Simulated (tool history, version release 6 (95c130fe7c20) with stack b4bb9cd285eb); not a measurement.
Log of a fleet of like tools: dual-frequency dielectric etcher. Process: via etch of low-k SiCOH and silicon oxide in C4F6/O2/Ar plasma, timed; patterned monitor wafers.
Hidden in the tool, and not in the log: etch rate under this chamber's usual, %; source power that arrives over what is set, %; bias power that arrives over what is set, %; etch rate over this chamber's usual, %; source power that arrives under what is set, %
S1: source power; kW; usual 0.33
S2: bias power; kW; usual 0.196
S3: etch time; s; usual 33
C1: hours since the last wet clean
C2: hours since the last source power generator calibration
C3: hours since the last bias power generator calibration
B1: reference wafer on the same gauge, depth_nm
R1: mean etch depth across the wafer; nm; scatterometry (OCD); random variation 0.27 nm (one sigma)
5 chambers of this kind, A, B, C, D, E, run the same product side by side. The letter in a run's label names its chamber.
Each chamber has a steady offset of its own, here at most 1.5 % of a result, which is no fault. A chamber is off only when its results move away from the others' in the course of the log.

{"run": "1B", "hour": 8.8, "S1": 0.33, "S2": 0.196, "S3": 33, "C1": 172.8, "C2": 2814.8, "C3": 1427.2, "B1": 78.784, "R1": 74.884}
{"hour": 13.6, "done": "chamber E: source power generator calibrated"}
{"hour": 16.0, "done": "chamber E: wet clean of the chamber"}
{"run": "2A", "hour": 20.9, "S1": 0.33, "S2": 0.196, "S3": 33, "C1": 227.8, "C2": 2089.6, "C3": 1824.6, "B1": 78.797, "R1": 73.305}
{"run": "3C", "hour": 26.2, "S1": 0.33, "S2": 0.196, "S3": 33, "C1": 391.8, "C2": 1350, "C3": 2275.2, "B1": 78.84, "R1": 73.67}
{"run": "4D", "hour": 36.4, "S1": 0.33, "S2": 0.196, "S3": 33, "C1": 437.3, "C2": 2275.8, "C3": 1643.8, "B1": 78.83, "R1": 74.72}
{"run": "5E", "hour": 42.2, "S1": 0.33, "S2": 0.196, "S3": 33, "C1": 26.3, "C2": 28.7, "C3": 3860.8, "B1": 78.772, "R1": 73.643}
{"run": "6E", "hour": 50.0, "S1": 0.33, "S2": 0.196, "S3": 25, "C1": 34.1, "C2": 36.5, "C3": 3868.6, "B1": 78.748, "R1": 55.746}
{"run": "7A", "hour": 57.7, "S1": 0.33, "S2": 0.196, "S3": 25, "C1": 264.6, "C2": 2126.4, "C3": 1861.4, "B1": 78.831, "R1": 55.703}
{"hour": 63.7, "done": "chamber C: wet clean of the chamber"}
{"run": "8B", "hour": 69.0, "S1": 0.33, "S2": 0.196, "S3": 25, "C1": 233, "C2": 2875, "C3": 1487.4, "B1": 78.81, "R1": 56.599}
{"run": "9C", "hour": 77.3, "S1": 0.33, "S2": 0.196, "S3": 25, "C1": 13.6, "C2": 1401.1, "C3": 2326.3, "B1": 78.822, "R1": 56.013}
{"run": "10D", "hour": 82.8, "S1": 0.33, "S2": 0.196, "S3": 25, "C1": 483.7, "C2": 2322.2, "C3": 1690.2, "B1": 78.879, "R1": 56.57}
{"run": "11B", "hour": 94.7, "S1": 0.33, "S2": 0.196, "S3": 33, "C1": 258.7, "C2": 2900.7, "C3": 1513.1, "B1": 78.812, "R1": 74.918}
{"run": "12D", "hour": 106.3, "S1": 0.33, "S2": 0.196, "S3": 33, "C1": 507.2, "C2": 2345.7, "C3": 1713.7, "B1": 78.783, "R1": 74.494}
{"run": "13C", "hour": 117.7, "S1": 0.33, "S2": 0.196, "S3": 33, "C1": 54, "C2": 1441.5, "C3": 2366.7, "B1": 78.836, "R1": 73.863}
{"run": "14A", "hour": 128.7, "S1": 0.33, "S2": 0.196, "S3": 33, "C1": 335.6, "C2": 2197.4, "C3": 1932.4, "B1": 78.856, "R1": 73.38}
{"run": "15E", "hour": 137.9, "S1": 0.33, "S2": 0.243, "S3": 33, "C1": 122, "C2": 124.4, "C3": 3956.5, "B1": 78.785, "R1": 79.107}
{"run": "16E", "hour": 144.5, "S1": 0.33, "S2": 0.243, "S3": 33, "C1": 128.6, "C2": 131, "C3": 3963.1, "B1": 78.859, "R1": 79.075}
{"run": "17D", "hour": 151.5, "S1": 0.33, "S2": 0.243, "S3": 33, "C1": 552.4, "C2": 2390.9, "C3": 1758.9, "B1": 78.85, "R1": 80.383}
{"run": "18C", "hour": 162.3, "S1": 0.33, "S2": 0.243, "S3": 33, "C1": 98.6, "C2": 1486.1, "C3": 2411.3, "B1": 78.789, "R1": 79.538}
{"run": "19B", "hour": 171.8, "S1": 0.33, "S2": 0.243, "S3": 33, "C1": 335.8, "C2": 2977.8, "C3": 1590.2, "B1": 78.857, "R1": 80.006}
{"run": "20A", "hour": 177.2, "S1": 0.33, "S2": 0.196, "S3": 33, "C1": 384.1, "C2": 2245.9, "C3": 1980.9, "B1": 78.814, "R1": 73.689}
{"run": "21B", "hour": 186.3, "S1": 0.33, "S2": 0.196, "S3": 33, "C1": 350.3, "C2": 2992.3, "C3": 1604.7, "B1": 78.841, "R1": 75}
{"run": "22E", "hour": 198.3, "S1": 0.33, "S2": 0.196, "S3": 33, "C1": 182.4, "C2": 184.8, "C3": 4016.9, "B1": 78.791, "R1": 73.359}
{"run": "23C", "hour": 207.8, "S1": 0.33, "S2": 0.196, "S3": 33, "C1": 144.1, "C2": 1531.6, "C3": 2456.8, "B1": 78.775, "R1": 73.507}
{"run": "24A", "hour": 218.5, "S1": 0.33, "S2": 0.196, "S3": 33, "C1": 425.4, "C2": 2287.2, "C3": 2022.2, "B1": 78.885, "R1": 73.415}
{"hour": 219.6, "done": "chamber B: wet clean of the chamber"}
{"hour": 226.3, "done": "chamber D: wet clean of the chamber"}
{"run": "25D", "hour": 226.7, "S1": 0.33, "S2": 0.196, "S3": 33, "C1": 0.4, "C2": 2466.1, "C3": 1834.1, "B1": 78.908, "R1": 76.194}
{"run": "26C", "hour": 234.5, "S1": 0.33, "S2": 0.196, "S3": 33, "C1": 170.8, "C2": 1558.3, "C3": 2483.5, "B1": 78.796, "R1": 73.451}
{"run": "27A", "hour": 245.0, "S1": 0.33, "S2": 0.196, "S3": 33, "C1": 451.9, "C2": 2313.7, "C3": 2048.7, "B1": 78.832, "R1": 73.648}
{"run": "28E", "hour": 252.8, "S1": 0.33, "S2": 0.196, "S3": 33, "C1": 236.9, "C2": 239.3, "C3": 4071.4, "B1": 78.81, "R1": 73.852}
{"run": "29D", "hour": 264.7, "S1": 0.33, "S2": 0.196, "S3": 33, "C1": 38.4, "C2": 2504.1, "C3": 1872.1, "B1": 78.862, "R1": 77.036}
{"run": "30B", "hour": 276.2, "S1": 0.33, "S2": 0.196, "S3": 33, "C1": 56.6, "C2": 3082.2, "C3": 1694.6, "B1": 78.886, "R1": 75.29}
{"run": "31A", "hour": 282.3, "S1": 0.33, "S2": 0.196, "S3": 33, "C1": 489.2, "C2": 2351, "C3": 2086, "B1": 78.72, "R1": 73.345}
{"run": "32D", "hour": 293.7, "S1": 0.33, "S2": 0.196, "S3": 33, "C1": 67.4, "C2": 2533.1, "C3": 1901.1, "B1": 78.864, "R1": 76.326}
{"run": "33B", "hour": 305.2, "S1": 0.33, "S2": 0.196, "S3": 33, "C1": 85.6, "C2": 3111.2, "C3": 1723.6, "B1": 78.779, "R1": 75.19}
{"hour": 311.3, "done": "chamber A: wet clean of the chamber"}
{"run": "34C", "hour": 316.7, "S1": 0.33, "S2": 0.196, "S3": 33, "C1": 253, "C2": 1640.5, "C3": 2565.7, "B1": 78.821, "R1": 74.308}
{"run": "35E", "hour": 328.1, "S1": 0.33, "S2": 0.196, "S3": 33, "C1": 312.2, "C2": 314.6, "C3": 4146.7, "B1": 78.91, "R1": 73.678}
{"run": "36A", "hour": 333.9, "S1": 0.33, "S2": 0.196, "S3": 33, "C1": 22.6, "C2": 2402.6, "C3": 2137.6, "B1": 78.814, "R1": 73.849}
{"run": "37C", "hour": 341.7, "S1": 0.33, "S2": 0.196, "S3": 33, "C1": 278, "C2": 1665.5, "C3": 2590.7, "B1": 78.787, "R1": 74.134}
{"run": "38E", "hour": 347.9, "S1": 0.28, "S2": 0.196, "S3": 38.5, "C1": 332, "C2": 334.4, "C3": 4166.5, "B1": 78.868, "R1": 80.834}
{"run": "39B", "hour": 353.3, "S1": 0.28, "S2": 0.196, "S3": 38.5, "C1": 133.7, "C2": 3159.3, "C3": 1771.7, "B1": 78.818, "R1": 82.114}
{"run": "40D", "hour": 363.3, "S1": 0.28, "S2": 0.196, "S3": 38.5, "C1": 137, "C2": 2602.7, "C3": 1970.7, "B1": 78.79, "R1": 84.005}

Is one chamber off against the others, does the gauge drift, or is nothing wrong? If a chamber is off, say which, and what the likeliest cause is.

A service left chamber D off against the others.
Cause: etch rate over this chamber's usual, % = 2.69.

Here are 4 candidates for chamber D's next run, each the usual settings with a change, their results left as question marks. Which one brings its results back in line with what the others give on the usual settings?
In line means no further than this from the other chambers' mean on the usual settings: R1 0.93 nm
{"run": "41D-1", "hour": 372.1, "S1": 0.33, "S2": 0.196, "S3": 35.5, "R1": "?"}
{"run": "41D-2", "hour": 372.1, "S1": 0.33, "S2": 0.195, "S3": 32, "R1": "?"}
{"run": "41D-3", "hour": 372.1, "S1": 0.33, "S2": 0.193, "S3": 31, "R1": "?"}
{"run": "41D-4", "hour": 372.1, "S1": 0.33, "S2": 0.197, "S3": 34, "R1": "?"}

The other chambers' mean on the usual settings: R1 73.965 nm
run=41D-1 R1=82.537
run=41D-2 R1=74.274
run=41D-3 R1=71.709
run=41D-4 R1=79.183
41D-2 brings the chamber back in line.

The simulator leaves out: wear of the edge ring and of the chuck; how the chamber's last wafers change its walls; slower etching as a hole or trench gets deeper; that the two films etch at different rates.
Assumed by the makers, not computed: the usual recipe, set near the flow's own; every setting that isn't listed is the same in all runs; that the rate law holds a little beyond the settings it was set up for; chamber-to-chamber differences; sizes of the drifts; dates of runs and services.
